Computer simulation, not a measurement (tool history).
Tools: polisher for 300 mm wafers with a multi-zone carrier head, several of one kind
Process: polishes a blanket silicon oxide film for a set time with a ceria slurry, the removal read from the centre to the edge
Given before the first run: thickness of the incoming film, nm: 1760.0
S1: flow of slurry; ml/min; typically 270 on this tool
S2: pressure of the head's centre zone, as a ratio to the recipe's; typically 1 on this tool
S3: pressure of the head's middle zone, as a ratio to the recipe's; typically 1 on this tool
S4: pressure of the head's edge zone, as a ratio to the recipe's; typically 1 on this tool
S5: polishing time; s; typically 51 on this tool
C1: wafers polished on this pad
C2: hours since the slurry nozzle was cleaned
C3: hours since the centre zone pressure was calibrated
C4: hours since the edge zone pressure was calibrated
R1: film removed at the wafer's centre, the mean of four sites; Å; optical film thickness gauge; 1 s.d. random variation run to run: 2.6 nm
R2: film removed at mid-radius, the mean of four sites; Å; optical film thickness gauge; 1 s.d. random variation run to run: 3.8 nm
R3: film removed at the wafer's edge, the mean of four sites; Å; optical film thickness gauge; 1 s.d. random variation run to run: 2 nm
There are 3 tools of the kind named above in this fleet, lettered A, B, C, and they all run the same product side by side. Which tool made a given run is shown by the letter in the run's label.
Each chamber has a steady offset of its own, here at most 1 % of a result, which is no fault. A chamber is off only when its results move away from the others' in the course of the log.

run    day   S1  S2    S3    S4  S5   C1     C2     C3     C4      R1      R2      R3
 1C  0.238  270   1     1     1  51  817  111.9  603.2  458.6  2562.9    2533    2542
 2A  0.392  270   1     1     1  51  434  259.1  281.9  552.4  2503.3  2518.1  2506.3
       0.6  -- chamber A: worn pad replaced by a new one
 3B    0.7  270   1     1     1  51  231   73.5  394.9   17.4  2556.4  2588.5    2558
     0.754  -- chamber C: worn pad replaced by a new one
 4B  0.867  270   1     1     1  51  279   77.5  398.9   21.4  2513.7  2541.6  2500.3
 5C  1.088  270   1  1.05     1  51   96  132.3  623.6    479  2546.6  2725.4  2547.6
 6A  1.404  270   1  1.05     1  51  231  283.4  306.2  576.7  2522.8  2646.6  2521.3
 7A  1.646  270   1  1.05     1  51  301  289.2    312  582.5  2574.4  2699.8  2497.1
 8C  1.867  270   1     1     1  51  320    151  642.3  497.7  2519.5  2543.6  2519.4
 9B  2.038  270   1  0.95  0.96  51  615  105.6    427   49.5  2522.7  2439.7  2501.2
10B  2.267  270   1  0.95  0.96  51  681  111.1  432.5     55    2566  2387.9  2483.7
     2.367  -- chamber A: worn pad replaced by a new one
11C  2.408  270   1  0.95  0.96  51  476    164  655.3  510.7  2547.1  2371.7  2473.5
     2.504  -- chamber B: worn pad replaced by a new one
12A  2.688  270   1     1     1  51   92  314.2    337  607.5  2523.1  2507.7  2512.4
13A  2.962  270   1     1     1  51  171  320.8  343.6  614.1  2453.5  2538.6  2543.5
14B   3.15  270   1     1     1  51  186  132.3  453.7   76.2    2546  2506.7  2534.9
     3.242  -- chamber A: slurry nozzle cleaned
15C  3.458  270   1     1     1  51  778  189.2  680.5  535.9  2557.7  2583.8  2544.9
16B   3.65  270   1     1  0.93  36  330  144.3  465.7   88.2  1840.8  1809.4  1718.5
17C  3.921  270   1     1  0.93  36  911  200.3  691.6    547  1748.9  1828.6  1741.1
     4.038  -- chamber A: worn pad replaced by a new one
     4.042  -- chamber C: worn pad replaced by a new one
18A  4.104  270   1     1  0.93  36   20   20.8    371  641.5  1791.9    1789  1738.4
19C  4.338  270   1     1     1  51   85  210.3  701.6    557    2549  2517.1  2546.5
20B  4.517  270   1     1     1  51  579  165.1  486.5    109  2589.3  2509.7    2547
21A  4.704  270   1     1     1  51  192   35.2  385.4  655.9  2524.5  2520.2    2533
     4.875  -- chamber B: worn pad replaced by a new one
22B  4.954  270   1     1     1  40   23  175.6    497  119.5  1988.3  1969.5  2002.6
23A  5.212  270   1     1     1  40  339   47.4  397.6  668.1  1973.4  2046.2  1988.6
24C  5.379  270   1     1     1  40  385  235.3  726.6    582  1982.9  1966.3  1967.4
25A  5.546  270   1     1  1.08  66  434   55.4  405.6  676.1  3306.6  3353.4  3369.3
26B  5.692  270   1     1  1.08  66  235  193.3  514.7  137.2  3302.7  3244.3  3449.1
27C  5.946  270   1     1  1.08  66  548  248.9  740.2  595.6    3348  3260.1    3441
28A  6.092  270   1     1     1  51  592   68.5  418.7  689.2  2519.8  2585.5  2527.1
29C  6.275  270   1     1     1  51  643  256.8  748.1  603.5  2547.5  2608.9  2564.3
30B  6.496  270   1     1     1  51  466  212.6    534  156.5  2566.1  2528.3    2523

Decide between three cases: one chamber stands off from its peers, the gauge reading all wafers drifts, or nothing is wrong past each chamber's small offset. Where a chamber is off, say which and what most likely put it there.

All chambers stay in line apart from their small fixed offsets, and the gauge does not drift.
